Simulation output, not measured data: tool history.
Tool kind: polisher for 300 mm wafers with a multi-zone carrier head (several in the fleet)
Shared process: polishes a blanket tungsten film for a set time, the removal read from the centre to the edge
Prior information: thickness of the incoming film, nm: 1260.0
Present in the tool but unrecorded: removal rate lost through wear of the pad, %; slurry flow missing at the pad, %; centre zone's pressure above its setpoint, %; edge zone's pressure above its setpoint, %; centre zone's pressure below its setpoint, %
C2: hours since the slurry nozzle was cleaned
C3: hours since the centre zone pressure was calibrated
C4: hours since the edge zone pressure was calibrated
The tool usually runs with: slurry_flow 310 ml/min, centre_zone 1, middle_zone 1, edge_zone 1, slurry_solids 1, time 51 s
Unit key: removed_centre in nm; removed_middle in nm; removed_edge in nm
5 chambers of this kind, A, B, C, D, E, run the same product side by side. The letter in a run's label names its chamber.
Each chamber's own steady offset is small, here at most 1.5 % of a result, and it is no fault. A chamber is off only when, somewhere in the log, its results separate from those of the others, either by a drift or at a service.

{"day": 0.329, "done": "chamber D: worn pad replaced by a new one"}
{"run": "1E", "day": 0.329, "slurry_flow": 310, "centre_zone": 1, "middle_zone": 1, "edge_zone": 1, "slurry_solids": 1, "time": 51, "wafers polished on this pad": 1313, "C2": 678.9, "C3": 905.5, "C4": 339.5, "removed_centre": 203.47, "removed_middle": 211.44, "removed_edge": 206.97}
{"day": 0.338, "done": "chamber E: worn pad replaced by a new one"}
{"day": 0.854, "done": "chamber E: slurry nozzle cleaned"}
{"run": "2B", "day": 0.9, "slurry_flow": 310, "centre_zone": 1, "middle_zone": 1, "edge_zone": 1, "slurry_solids": 1, "time": 51, "wafers polished on this pad": 1435, "C2": 203.1, "C3": 1084.4, "C4": 525.7, "removed_centre": 203.44, "removed_middle": 206.91, "removed_edge": 205.99}
{"day": 1.221, "done": "chamber B: worn pad replaced by a new one"}
{"run": "3D", "day": 1.288, "slurry_flow": 310, "centre_zone": 1, "middle_zone": 1, "edge_zone": 1, "slurry_solids": 1, "time": 51, "wafers polished on this pad": 339, "C2": 514.6, "C3": 846.5, "C4": 836.4, "removed_centre": 204.45, "removed_middle": 203.88, "removed_edge": 204.68}
{"run": "4A", "day": 1.538, "slurry_flow": 310, "centre_zone": 1, "middle_zone": 1, "edge_zone": 1, "slurry_solids": 1, "time": 51, "wafers polished on this pad": 792, "C2": 214.5, "C3": 590.1, "C4": 699.8, "removed_centre": 204.78, "removed_middle": 197.66, "removed_edge": 202.03}
{"run": "5C", "day": 2.062, "slurry_flow": 310, "centre_zone": 1, "middle_zone": 1, "edge_zone": 1, "slurry_solids": 1, "time": 51, "wafers polished on this pad": 840, "C2": 621.6, "C3": 892.5, "C4": 71.2, "removed_centre": 201.3, "removed_middle": 206.32, "removed_edge": 202.44}
{"day": 2.329, "done": "chamber C: worn pad replaced by a new one"}
{"day": 2.454, "done": "chamber A: worn pad replaced by a new one"}
{"run": "6D", "day": 2.633, "slurry_flow": 310, "centre_zone": 1, "middle_zone": 1, "edge_zone": 1, "slurry_solids": 1, "time": 51, "wafers polished on this pad": 814, "C2": 546.9, "C3": 878.8, "C4": 868.7, "removed_centre": 203.75, "removed_middle": 201.13, "removed_edge": 204.96}
{"run": "7A", "day": 2.888, "slurry_flow": 310, "centre_zone": 1, "middle_zone": 1, "edge_zone": 1, "slurry_solids": 1, "time": 51, "wafers polished on this pad": 153, "C2": 246.9, "C3": 622.5, "C4": 732.2, "removed_centre": 204.01, "removed_middle": 203.09, "removed_edge": 202.46}
{"run": "8E", "day": 3.238, "slurry_flow": 310, "centre_zone": 1, "middle_zone": 1, "edge_zone": 1, "slurry_solids": 1, "time": 51, "wafers polished on this pad": 1025, "C2": 57.3, "C3": 975.3, "C4": 409.3, "removed_centre": 204.73, "removed_middle": 205.4, "removed_edge": 202.25}
{"day": 3.358, "done": "chamber D: worn pad replaced by a new one"}
{"day": 3.483, "done": "chamber E: edge zone pressure recalibrated"}
{"run": "9B", "day": 3.704, "slurry_flow": 310, "centre_zone": 1, "middle_zone": 1, "edge_zone": 1, "slurry_solids": 1, "time": 51, "wafers polished on this pad": 878, "C2": 270.4, "C3": 1151.7, "C4": 593, "removed_centre": 204.69, "removed_middle": 206.25, "removed_edge": 206.59}
{"run": "10C", "day": 4.067, "slurry_flow": 310, "centre_zone": 1, "middle_zone": 1, "edge_zone": 1, "slurry_solids": 1, "time": 51, "wafers polished on this pad": 614, "C2": 669.7, "C3": 940.6, "C4": 119.3, "removed_centre": 205, "removed_middle": 200.73, "removed_edge": 205.58}
{"day": 4.262, "done": "chamber E: worn pad replaced by a new one"}
{"run": "11B", "day": 4.608, "slurry_flow": 310, "centre_zone": 1, "middle_zone": 1, "edge_zone": 1, "slurry_solids": 1, "time": 51, "wafers polished on this pad": 1197, "C2": 292.1, "C3": 1173.4, "C4": 614.7, "removed_centre": 206.58, "removed_middle": 211.19, "removed_edge": 206.49}
{"day": 4.833, "done": "chamber C: slurry nozzle cleaned"}
{"run": "12D", "day": 4.862, "slurry_flow": 310, "centre_zone": 1, "middle_zone": 1, "edge_zone": 1, "slurry_solids": 1, "time": 51, "wafers polished on this pad": 532, "C2": 600.4, "C3": 932.3, "C4": 922.2, "removed_centre": 201.46, "removed_middle": 199.74, "removed_edge": 209.26}
{"day": 4.904, "done": "chamber A: centre zone pressure recalibrated"}
{"day": 4.946, "done": "chamber A: worn pad replaced by a new one"}
{"day": 4.975, "done": "chamber C: worn pad replaced by a new one"}
{"day": 5.088, "done": "chamber B: worn pad replaced by a new one"}
{"run": "13C", "day": 5.271, "slurry_flow": 310, "centre_zone": 1, "middle_zone": 1, "edge_zone": 1, "slurry_solids": 1, "time": 51, "wafers polished on this pad": 105, "C2": 10.6, "C3": 969.5, "C4": 148.2, "removed_centre": 203.96, "removed_middle": 204.36, "removed_edge": 202.98}
{"run": "14E", "day": 5.65, "slurry_flow": 310, "centre_zone": 1, "middle_zone": 1, "edge_zone": 1, "slurry_solids": 1, "time": 51, "wafers polished on this pad": 490, "C2": 115.2, "C3": 1033.2, "C4": 52.1, "removed_centre": 205.65, "removed_middle": 206.7, "removed_edge": 206.31}
{"run": "15A", "day": 5.946, "slurry_flow": 310, "centre_zone": 1, "middle_zone": 1, "edge_zone": 1, "slurry_solids": 0.75, "time": 51, "wafers polished on this pad": 353, "C2": 320.3, "C3": 25, "C4": 805.6, "removed_centre": 213.78, "removed_middle": 188.69, "removed_edge": 189.47}
{"day": 6.212, "done": "chamber D: worn pad replaced by a new one"}
{"run": "16B", "day": 6.212, "slurry_flow": 310, "centre_zone": 1, "middle_zone": 1, "edge_zone": 1, "slurry_solids": 0.75, "time": 51, "wafers polished on this pad": 398, "C2": 330.6, "C3": 1211.9, "C4": 653.2, "removed_centre": 189.34, "removed_middle": 190.07, "removed_edge": 187.54}
{"run": "17A", "day": 6.746, "slurry_flow": 310, "centre_zone": 1, "middle_zone": 1, "edge_zone": 1, "slurry_solids": 0.75, "time": 51, "wafers polished on this pad": 636, "C2": 339.5, "C3": 44.2, "C4": 824.8, "removed_centre": 211.95, "removed_middle": 189.43, "removed_edge": 190.41}
{"day": 7.158, "done": "chamber B: centre zone pressure recalibrated"}
{"run": "18D", "day": 7.212, "slurry_flow": 310, "centre_zone": 1, "middle_zone": 1, "edge_zone": 1, "slurry_solids": 0.75, "time": 51, "wafers polished on this pad": 353, "C2": 656.8, "C3": 988.7, "C4": 978.6, "removed_centre": 188.24, "removed_middle": 189.25, "removed_edge": 193.26}
{"day": 7.454, "done": "chamber A: worn pad replaced by a new one"}
{"run": "19C", "day": 7.508, "slurry_flow": 310, "centre_zone": 1, "middle_zone": 1, "edge_zone": 1, "slurry_solids": 0.75, "time": 51, "wafers polished on this pad": 896, "C2": 64.3, "C3": 1023.2, "C4": 201.9, "removed_centre": 187.13, "removed_middle": 193.52, "removed_edge": 190.69}
{"day": 7.962, "done": "chamber C: worn pad replaced by a new one"}
{"run": "20E", "day": 7.979, "slurry_flow": 310, "centre_zone": 1, "middle_zone": 1, "edge_zone": 1, "slurry_solids": 1, "time": 51, "wafers polished on this pad": 1313, "C2": 171.1, "C3": 1089.1, "C4": 108, "removed_centre": 208.92, "removed_middle": 207.54, "removed_edge": 204.82}
{"day": 8.138, "done": "chamber E: worn pad replaced by a new one"}
{"run": "21B", "day": 8.475, "slurry_flow": 310, "centre_zone": 1, "middle_zone": 1, "edge_zone": 1, "slurry_solids": 1, "time": 51, "wafers polished on this pad": 1198, "C2": 384.9, "C3": 31.7, "C4": 707.5, "removed_centre": 204.91, "removed_middle": 206.55, "removed_edge": 200.13}
{"day": 8.571, "done": "chamber D: slurry nozzle cleaned"}
{"run": "22C", "day": 8.917, "slurry_flow": 310, "centre_zone": 1, "middle_zone": 1, "edge_zone": 1, "slurry_solids": 1, "time": 51, "wafers polished on this pad": 337, "C2": 98.1, "C3": 1057, "C4": 235.7, "removed_centre": 204.58, "removed_middle": 203.53, "removed_edge": 206.14}
{"day": 8.946, "done": "chamber B: edge zone pressure recalibrated"}
{"day": 9.133, "done": "chamber B: worn pad replaced by a new one"}
{"day": 9.183, "done": "chamber D: worn pad replaced by a new one"}
{"day": 9.317, "done": "chamber A: slurry nozzle cleaned"}
{"run": "23A", "day": 9.417, "slurry_flow": 310, "centre_zone": 1, "middle_zone": 1, "edge_zone": 1, "slurry_solids": 1, "time": 51, "wafers polished on this pad": 693, "C2": 2.5, "C3": 108.3, "C4": 888.9, "removed_centre": 231.57, "removed_middle": 204.57, "removed_edge": 203.52}
{"run": "24E", "day": 9.754, "slurry_flow": 310, "centre_zone": 1, "middle_zone": 1, "edge_zone": 1, "slurry_solids": 1, "time": 51, "wafers polished on this pad": 571, "C2": 213.7, "C3": 1131.7, "C4": 150.6, "removed_centre": 199.39, "removed_middle": 200.39, "removed_edge": 205.94}
{"run": "25D", "day": 10.212, "slurry_flow": 310, "centre_zone": 1, "middle_zone": 1, "edge_zone": 1, "slurry_solids": 1, "time": 51, "wafers polished on this pad": 363, "C2": 39.4, "C3": 1060.7, "C4": 1050.6, "removed_centre": 203.61, "removed_middle": 200.61, "removed_edge": 198.72}
{"day": 10.429, "done": "chamber A: worn pad replaced by a new one"}
{"day": 10.554, "done": "chamber C: worn pad replaced by a new one"}
{"run": "26C", "day": 10.758, "slurry_flow": 310, "centre_zone": 1, "middle_zone": 1, "edge_zone": 1, "slurry_solids": 1, "time": 51, "wafers polished on this pad": 73, "C2": 142.3, "C3": 1101.2, "C4": 279.9, "removed_centre": 204.32, "removed_middle": 206.3, "removed_edge": 202.1}
{"run": "27A", "day": 11.175, "slurry_flow": 310, "centre_zone": 1, "middle_zone": 1, "edge_zone": 1, "slurry_solids": 1, "time": 51, "wafers polished on this pad": 264, "C2": 44.7, "C3": 150.5, "C4": 931.1, "removed_centre": 226.3, "removed_middle": 204.37, "removed_edge": 203.38}
{"run": "28E", "day": 11.579, "slurry_flow": 310, "centre_zone": 1, "middle_zone": 1, "edge_zone": 1, "slurry_solids": 1, "time": 51, "wafers polished on this pad": 1216, "C2": 257.5, "C3": 1175.5, "C4": 194.4, "removed_centre": 207.85, "removed_middle": 200.91, "removed_edge": 207.46}
{"run": "29D", "day": 12.125, "slurry_flow": 310, "centre_zone": 1, "middle_zone": 1, "edge_zone": 1, "slurry_solids": 1, "time": 51, "wafers polished on this pad": 1039, "C2": 85.3, "C3": 1106.6, "C4": 1096.5, "removed_centre": 201.85, "removed_middle": 202.6, "removed_edge": 207.69}
{"day": 12.362, "done": "chamber D: worn pad replaced by a new one"}
{"run": "30B", "day": 12.404, "slurry_flow": 310, "centre_zone": 1, "middle_zone": 1, "edge_zone": 1, "slurry_solids": 1, "time": 51, "wafers polished on this pad": 1156, "C2": 479.2, "C3": 126, "C4": 83, "removed_centre": 202.54, "removed_middle": 201.48, "removed_edge": 202.55}
{"day": 12.554, "done": "chamber B: worn pad replaced by a new one"}
{"run": "31B", "day": 12.921, "slurry_flow": 310, "centre_zone": 1, "middle_zone": 1, "edge_zone": 1, "slurry_solids": 1, "time": 51, "wafers polished on this pad": 129, "C2": 491.6, "C3": 138.4, "C4": 95.4, "removed_centre": 207.28, "removed_middle": 204.22, "removed_edge": 205.06}
{"run": "32C", "day": 13.338, "slurry_flow": 310, "centre_zone": 1, "middle_zone": 1, "edge_zone": 1, "slurry_solids": 1, "time": 51, "wafers polished on this pad": 985, "C2": 204.2, "C3": 1163.1, "C4": 341.8, "removed_centre": 202.56, "removed_middle": 201.9, "removed_edge": 208.02}
{"day": 13.442, "done": "chamber A: worn pad replaced by a new one"}
{"run": "33D", "day": 13.754, "slurry_flow": 310, "centre_zone": 1, "middle_zone": 1, "edge_zone": 1, "slurry_solids": 1, "time": 51, "wafers polished on this pad": 492, "C2": 124.4, "C3": 1145.7, "C4": 1135.6, "removed_centre": 200.62, "removed_middle": 205.76, "removed_edge": 209.28}
{"run": "34A", "day": 14.038, "slurry_flow": 310, "centre_zone": 1, "middle_zone": 1, "edge_zone": 1, "slurry_solids": 1, "time": 51, "wafers polished on this pad": 211, "C2": 113.4, "C3": 219.2, "C4": 999.8, "removed_centre": 225.62, "removed_middle": 206.6, "removed_edge": 201.92}

Is one chamber off against the others, does the gauge drift, or is nothing wrong? If a chamber is off, say which, and what the likeliest cause is.

A service left chamber A off against the others.
What lies behind it: centre zone's pressure above its setpoint, % = 10.2.

Below are 4 candidate recipes for chamber A's next run, each the usual settings with a change, their results shown as question marks. Which of them brings A's results back in line with what the other chambers give on the usual settings?
Maximum distance from the other chambers' mean on the usual settings for a result to count as in line: removed_centre 6.9 nm; removed_middle 9 nm; removed_edge 9.1 nm
{"run": "35A-1", "day": 14.45, "slurry_flow": 315, "centre_zone": 1.04, "middle_zone": 0.99, "edge_zone": 0.99, "slurry_solids": 1, "time": 51, "removed_centre": "?", "removed_middle": "?", "removed_edge": "?"}
{"run": "35A-2", "day": 14.45, "slurry_flow": 305, "centre_zone": 0.96, "middle_zone": 1.01, "edge_zone": 1.01, "slurry_solids": 1, "time": 51, "removed_centre": "?", "removed_middle": "?", "removed_edge": "?"}
{"run": "35A-3", "day": 14.45, "slurry_flow": 320, "centre_zone": 1.1, "middle_zone": 0.98, "edge_zone": 0.96, "slurry_solids": 1, "time": 52, "removed_centre": "?", "removed_middle": "?", "removed_edge": "?"}
{"run": "35A-4", "day": 14.45, "slurry_flow": 305, "centre_zone": 0.9, "middle_zone": 1.01, "edge_zone": 1.04, "slurry_solids": 1, "time": 51, "removed_centre": "?", "removed_middle": "?", "removed_edge": "?"}

On the usual settings, the other chambers give on average: removed_centre 203.72 nm; removed_middle 205.04 nm; removed_edge 204.9 nm
run=35A-1 removed_centre=240.94 removed_middle=202.34 removed_edge=202.42
run=35A-2 removed_centre=220.36 removed_middle=205.59 removed_edge=204.03
run=35A-3 removed_centre=261.25 removed_middle=204.61 removed_edge=203.36
run=35A-4 removed_centre=205.52 removed_middle=205.66 removed_edge=207.25
The right change is 35A-4: it brings the chamber back within the allowed miss of the others.
